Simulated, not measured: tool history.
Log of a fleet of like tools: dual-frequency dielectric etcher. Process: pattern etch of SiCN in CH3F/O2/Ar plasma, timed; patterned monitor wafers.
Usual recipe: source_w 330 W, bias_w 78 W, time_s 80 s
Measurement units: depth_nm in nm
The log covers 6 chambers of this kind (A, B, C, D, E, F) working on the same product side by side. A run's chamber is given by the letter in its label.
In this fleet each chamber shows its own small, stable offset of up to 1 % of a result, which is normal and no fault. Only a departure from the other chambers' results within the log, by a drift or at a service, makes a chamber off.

| run | day | source_w | bias_w | time_s | hours since the last wet clean | hours since the last source power generator calibration | hours since the last bias power generator calibration | read-back reference wafer on the same gauge, depth_nm | depth_nm |
|---|---|---|---|---|---|---|---|---|---|
| 1F | 0.504 | 330 | 78 | 80 | 562.3 | 376 | 4492.8 | 23.588 | 28.554 |
|  | 0.588 | chamber B: wet clean of the chamber |
| 2B | 0.975 | 330 | 78 | 80 | 9.3 | 280.9 | 318.4 | 23.59 | 28.693 |
| 3D | 1.367 | 330 | 78 | 80 | 317.9 | 164.2 | 1900.7 | 23.589 | 28.617 |
| 4C | 1.917 | 330 | 78 | 80 | 171.9 | 64.2 | 1710.1 | 23.592 | 28.694 |
| 5E | 2.458 | 330 | 78 | 80 | 141.4 | 991.1 | 2030.3 | 23.577 | 28.714 |
| 6A | 2.833 | 330 | 78 | 80 | 319 | 149.5 | 2889.7 | 23.586 | 28.54 |
| 7D | 3.1 | 330 | 78 | 80 | 359.5 | 205.8 | 1942.3 | 23.579 | 28.626 |
| 8A | 3.692 | 330 | 78 | 99 | 339.6 | 170.1 | 2910.3 | 23.574 | 35.26 |
| 9F | 4.017 | 330 | 78 | 99 | 646.6 | 460.3 | 4577.1 | 23.57 | 35.294 |
|  | 4.129 | chamber F: wet clean of the chamber |
| 10C | 4.312 | 330 | 78 | 99 | 229.4 | 121.7 | 1767.6 | 23.563 | 35.481 |
| 11B | 4.679 | 330 | 78 | 99 | 98.2 | 369.8 | 407.3 | 23.561 | 35.574 |
| 12E | 5.096 | 330 | 78 | 99 | 204.7 | 1054.4 | 2093.6 | 23.558 | 35.448 |
| 13F | 5.446 | 330 | 78 | 99 | 31.7 | 494.6 | 4611.4 | 23.561 | 35.286 |
|  | 5.758 | chamber F: bias power generator calibrated |
| 14D | 6 | 330 | 78 | 80 | 429.1 | 275.4 | 2011.9 | 23.552 | 28.646 |
| 15A | 6.396 | 330 | 78 | 80 | 404.5 | 235 | 2975.2 | 23.55 | 28.517 |
| 16C | 6.738 | 330 | 78 | 80 | 287.6 | 179.9 | 1825.8 | 23.547 | 28.588 |
| 17B | 7.017 | 330 | 78 | 80 | 154.3 | 425.9 | 463.4 | 23.547 | 28.716 |
|  | 7.092 | chamber A: wet clean of the chamber |
| 18E | 7.388 | 330 | 78 | 80 | 259.7 | 1109.4 | 2148.6 | 23.544 | 28.704 |
| 19F | 7.8 | 330 | 78 | 80 | 88.2 | 551.1 | 49.1 | 23.542 | 28.466 |
| 20E | 8.158 | 330 | 78 | 80 | 278.2 | 1127.9 | 2167.1 | 23.545 | 28.647 |
| 21C | 8.508 | 330 | 78 | 80 | 330.1 | 222.4 | 1868.3 | 23.54 | 28.707 |
|  | 8.833 | chamber D: wet clean of the chamber |
| 22A | 8.854 | 330 | 78 | 80 | 42.3 | 294 | 3034.2 | 23.542 | 28.463 |
| 23D | 9.425 | 330 | 78 | 80 | 14.2 | 357.6 | 2094.1 | 23.534 | 28.55 |
| 24B | 9.7 | 330 | 78 | 80 | 218.7 | 490.3 | 527.8 | 23.53 | 28.691 |
| 25C | 10.021 | 330 | 78 | 80 | 366.4 | 258.7 | 1904.6 | 23.525 | 28.713 |
| 26D | 10.542 | 330 | 78 | 95.5 | 41 | 384.4 | 2120.9 | 23.526 | 34.12 |
| 27A | 11.021 | 330 | 78 | 95.5 | 94.3 | 346 | 3086.2 | 23.521 | 34.039 |
| 28F | 11.542 | 330 | 78 | 95.5 | 178 | 640.9 | 138.9 | 23.52 | 33.987 |
| 29E | 11.954 | 330 | 78 | 95.5 | 369.3 | 1219 | 2258.2 | 23.512 | 34.185 |
| 30B | 12.292 | 330 | 78 | 95.5 | 280.9 | 552.5 | 590 | 23.514 | 34.195 |
| 31B | 12.675 | 330 | 78 | 95.5 | 290.1 | 561.7 | 599.2 | 23.511 | 34.293 |
| 32E | 13.112 | 330 | 78 | 80 | 397.1 | 1246.8 | 2286 | 23.5 | 28.618 |
| 33A | 13.679 | 330 | 78 | 80 | 158.1 | 409.8 | 3150 | 23.497 | 28.396 |
| 34F | 14.254 | 330 | 78 | 80 | 243.1 | 706 | 204 | 23.489 | 28.478 |
|  | 14.292 | chamber C: wet clean of the chamber |
| 35D | 14.654 | 330 | 78 | 80 | 139.7 | 483.1 | 2219.6 | 23.497 | 28.589 |
| 36C | 15.033 | 330 | 78 | 80 | 17.9 | 379 | 2024.9 | 23.491 | 28.64 |
| 37B | 15.45 | 260 | 78 | 65.5 | 356.7 | 628.3 | 665.8 | 23.478 | 21.523 |
| 38D | 15.933 | 260 | 78 | 65.5 | 170.4 | 513.8 | 2250.3 | 23.488 | 21.399 |

Read the log: is a single chamber off, either drifting away or since a service, is the gauge that measures every chamber drifting, or is nothing wrong beyond small per-chamber offsets? Name any odd chamber and what most likely caused it.

No chamber is off; the gauge reading every chamber's wafers drifts, which makes the whole fleet appear to move together.
Likeliest cause: gauge reads low (%) = 0.504.
